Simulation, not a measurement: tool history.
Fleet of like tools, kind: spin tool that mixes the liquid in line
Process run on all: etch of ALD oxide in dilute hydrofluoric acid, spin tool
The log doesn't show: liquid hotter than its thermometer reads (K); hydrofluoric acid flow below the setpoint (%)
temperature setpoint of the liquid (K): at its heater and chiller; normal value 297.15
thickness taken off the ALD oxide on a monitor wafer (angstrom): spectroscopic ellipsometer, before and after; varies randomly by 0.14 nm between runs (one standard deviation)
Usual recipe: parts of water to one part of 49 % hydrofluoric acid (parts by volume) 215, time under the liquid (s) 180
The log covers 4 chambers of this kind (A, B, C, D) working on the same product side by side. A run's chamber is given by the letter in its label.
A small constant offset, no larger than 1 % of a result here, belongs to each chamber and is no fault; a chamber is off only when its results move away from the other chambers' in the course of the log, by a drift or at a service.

run,hour,temperature setpoint of the liquid (K),parts of water to one part of 49 % hydrofluoric acid (parts by volume),time under the liquid (s),hours since the thermometer was replaced,hours since the hydrofluoric acid flow meter was replaced,"read-back film thickness of the ALD oxide reference wafer, read on the same gauge (nm)",thickness taken off the ALD oxide on a monitor wafer (angstrom)
1B,2.9,297.15,215,180,872.2,9.3,80.014,238.49
2C,6.5,297.15,215,180,448.6,1048.1,80.014,240.21
3A,9.9,297.15,215,180,1049.3,46.3,79.999,238.79
4D,14.3,297.15,215,180,773.2,1171.8,80.018,240.81
5C,18.3,297.15,215,180,460.4,1059.9,79.971,239.65
6B,21.0,297.15,215,180,890.3,27.4,80.004,242.16
7D,23.1,297.15,215,180,782.0,1180.6,79.994,240.82
8A,27.3,301.65,215,180,1066.7,63.7,79.994,280.20
9D,30.5,301.65,215,180,789.4,1188.0,79.996,280.86
10A,33.8,301.65,215,180,1073.2,70.2,79.970,278.26
11C,36.7,301.65,215,180,478.8,1078.3,79.996,283.90
12B,40.7,300.15,215,90,910.0,47.1,79.989,134.29
13A,43.1,300.15,215,90,1082.5,79.5,80.007,134.01
14C,45.2,300.15,215,90,487.3,1086.8,80.016,134.84
15D,47.6,300.15,215,90,806.5,1205.1,80.014,132.63
16B,50.1,297.15,215,180,919.4,56.5,79.999,244.01
17B,53.3,297.15,215,180,922.6,59.7,79.988,244.09
18C,56.9,297.15,165,105,499.0,1098.5,79.989,194.28
19D,59.2,297.15,165,105,818.1,1216.7,79.979,193.88
20A,62.7,297.15,165,105,1102.1,99.1,80.005,189.40
21A,67.2,297.15,165,105,1106.6,103.6,80.005,188.74
22C,71.3,297.15,215,180,513.4,1112.9,80.010,241.54
23D,75.8,297.15,215,180,834.7,1233.3,79.995,241.11
24B,78.0,297.15,215,180,947.3,84.4,80.012,245.24
25B,80.4,297.15,215,180,949.7,86.8,80.007,245.83
26C,82.7,294.15,215,180,524.8,1124.3,79.990,211.77
27D,87.1,294.15,215,180,846.0,1244.6,80.009,214.09
28A,89.5,294.15,215,180,1128.9,125.9,80.018,213.25
29C,92.1,294.15,215,180,534.2,1133.7,80.009,215.67
30D,94.6,297.15,215,180,853.5,1252.1,80.012,241.62
31A,97.2,299.65,215,130,1136.6,133.6,80.016,189.41
# hour 99.0: chamber D: thermometer replaced
32B,99.8,299.65,215,130,969.1,106.2,79.998,196.42
33A,102.6,299.65,215,130,1142.0,139.0,80.012,188.36
34D,106.7,299.65,215,130,7.7,1264.2,80.002,187.64
35B,109.0,297.15,215,180,978.3,115.4,79.973,249.72
36C,112.9,297.15,215,180,555.0,1154.5,79.995,241.06
37A,115.3,297.15,215,180,1154.7,151.7,79.995,239.12
38D,118.9,297.15,215,180,19.9,1276.4,79.991,237.34
39B,122.3,297.15,215,180,991.6,128.7,79.987,253.48
40C,125.9,297.15,125,80,568.0,1167.5,80.006,205.56

All chambers now run identical settings, listed one chamber a line with results as question marks. What results will each chamber show?
41A,129.1,297.15,215,180,,,,?
41B,129.1,297.15,215,180,,,,?
41C,129.1,297.15,215,180,,,,?
41D,129.1,297.15,215,180,,,,?

run,thickness taken off the ALD oxide on a monitor wafer (angstrom)
41A,238.26
41B,251.70
41C,241.69
41D,240.80

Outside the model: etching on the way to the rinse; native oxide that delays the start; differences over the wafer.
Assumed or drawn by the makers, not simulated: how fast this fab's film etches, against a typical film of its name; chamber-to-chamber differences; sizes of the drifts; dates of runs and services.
